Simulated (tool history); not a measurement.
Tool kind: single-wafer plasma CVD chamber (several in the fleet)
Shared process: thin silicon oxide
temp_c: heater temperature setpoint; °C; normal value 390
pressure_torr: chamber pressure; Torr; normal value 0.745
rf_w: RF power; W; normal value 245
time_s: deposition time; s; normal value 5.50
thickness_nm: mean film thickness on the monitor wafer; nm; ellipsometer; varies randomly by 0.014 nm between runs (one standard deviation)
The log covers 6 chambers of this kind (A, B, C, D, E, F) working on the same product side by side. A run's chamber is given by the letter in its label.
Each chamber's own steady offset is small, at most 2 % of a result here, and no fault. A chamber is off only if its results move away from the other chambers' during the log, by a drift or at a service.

run	hour	temp_c	pressure_torr	rf_w	time_s	read-back reference wafer on the same gauge, thickness_nm	thickness_nm
1A	14.7	390	0.745	245	5.50	8.1881	8.7638
2D	30.1	390	0.745	245	5.50	8.1889	8.6520
3C	37.7	390	0.745	245	5.50	8.1851	8.6177
4F	48.2	390	0.745	245	5.50	8.1869	8.7541
5B	55.6	390	0.807	200	5.50	8.1893	8.4880
6E	70.4	390	0.807	200	5.50	8.1814	8.6830
7F	84.3	390	0.807	200	5.50	8.1833	8.5901
# hour 89.1: chamber A: RF generator calibrated
8E	100.7	390	0.807	200	5.50	8.1816	8.6585
9A	114.6	390	0.807	200	5.50	8.1822	8.5774
10D	122.3	390	0.807	200	5.50	8.1788	8.4847
# hour 126.4: chamber A: thermocouple changed; heater temperature recalibrated
# hour 133.6: chamber B: RF generator calibrated
11C	138.0	390	0.745	245	5.50	8.1755	8.6157
12B	147.9	390	0.745	245	5.50	8.1752	8.6629
13D	161.3	390	0.745	245	5.50	8.1736	8.6395
14B	175.3	390	0.745	245	5.50	8.1720	8.6546
15C	186.8	390	0.745	245	5.50	8.1698	8.6171
# hour 189.9: chamber E: RF generator calibrated
16A	195.7	390	0.745	290	5.50	8.1705	9.4297
17E	209.9	390	0.745	290	5.50	8.1727	9.5017
18F	225.3	390	0.745	290	5.50	8.1668	9.4136
19A	232.9	390	0.745	290	5.50	8.1652	9.4146
# hour 233.9: chamber B: thermocouple changed; heater temperature recalibrated
# hour 235.2: chamber F: capacitance manometer re-zeroed and calibrated
20E	245.2	390	0.745	290	5.50	8.1692	9.4930
21C	258.3	390	0.745	290	5.50	8.1648	9.2670
22D	273.9	390	0.745	245	5.50	8.1631	8.6358
23F	283.3	390	0.745	245	5.50	8.1612	8.7307
24B	296.4	390	0.609	245	4.76	8.1602	6.0305
# hour 301.8: chamber D: RF generator calibrated
25D	304.7	390	0.609	245	4.76	8.1649	5.9974
26A	312.8	390	0.609	245	4.76	8.1610	6.1607
27B	325.9	390	0.609	245	4.76	8.1569	6.0364
28E	340.2	390	0.609	245	4.76	8.1568	6.1728
29F	356.1	390	0.609	245	4.76	8.1551	6.1141
30C	369.6	390	0.745	245	5.50	8.1510	8.5987
31F	385.0	390	0.745	245	5.50	8.1517	8.7282
32A	393.7	390	0.745	245	5.50	8.1520	8.7431
33E	409.4	390	0.745	245	5.50	8.1532	8.8055
34B	419.2	390	0.745	245	5.50	8.1538	8.6301
35D	428.8	390	0.745	245	5.50	8.1495	8.5672
# hour 441.4: chamber A: capacitance manometer re-zeroed and calibrated
36C	442.1	390	0.745	245	5.50	8.1480	8.5834
37E	457.0	390	0.745	245	5.50	8.1449	8.7986
38A	473.3	390	0.745	245	5.50	8.1446	8.7565
39D	483.2	390	0.745	245	5.50	8.1412	8.5817
40C	493.2	390	0.745	245	5.50	8.1440	8.5848
41B	504.3	390	0.745	245	5.50	8.1426	8.6297
42F	515.7	390	0.745	245	5.50	8.1397	8.7190
43B	525.3	390	0.745	245	5.50	8.1403	8.6061
44A	534.8	390	0.745	245	5.50	8.1328	8.7287

All 6 chambers run these settings next. Forecast each chamber's results:
45A	546.8	390	0.745	245	5.50		?
45B	546.8	390	0.745	245	5.50		?
45C	546.8	390	0.745	245	5.50		?
45D	546.8	390	0.745	245	5.50		?
45E	546.8	390	0.745	245	5.50		?
45F	546.8	390	0.745	245	5.50		?

run	thickness_nm
45A	8.7371
45B	8.6184
45C	8.5826
45D	8.5599
45E	8.7824
45F	8.7122
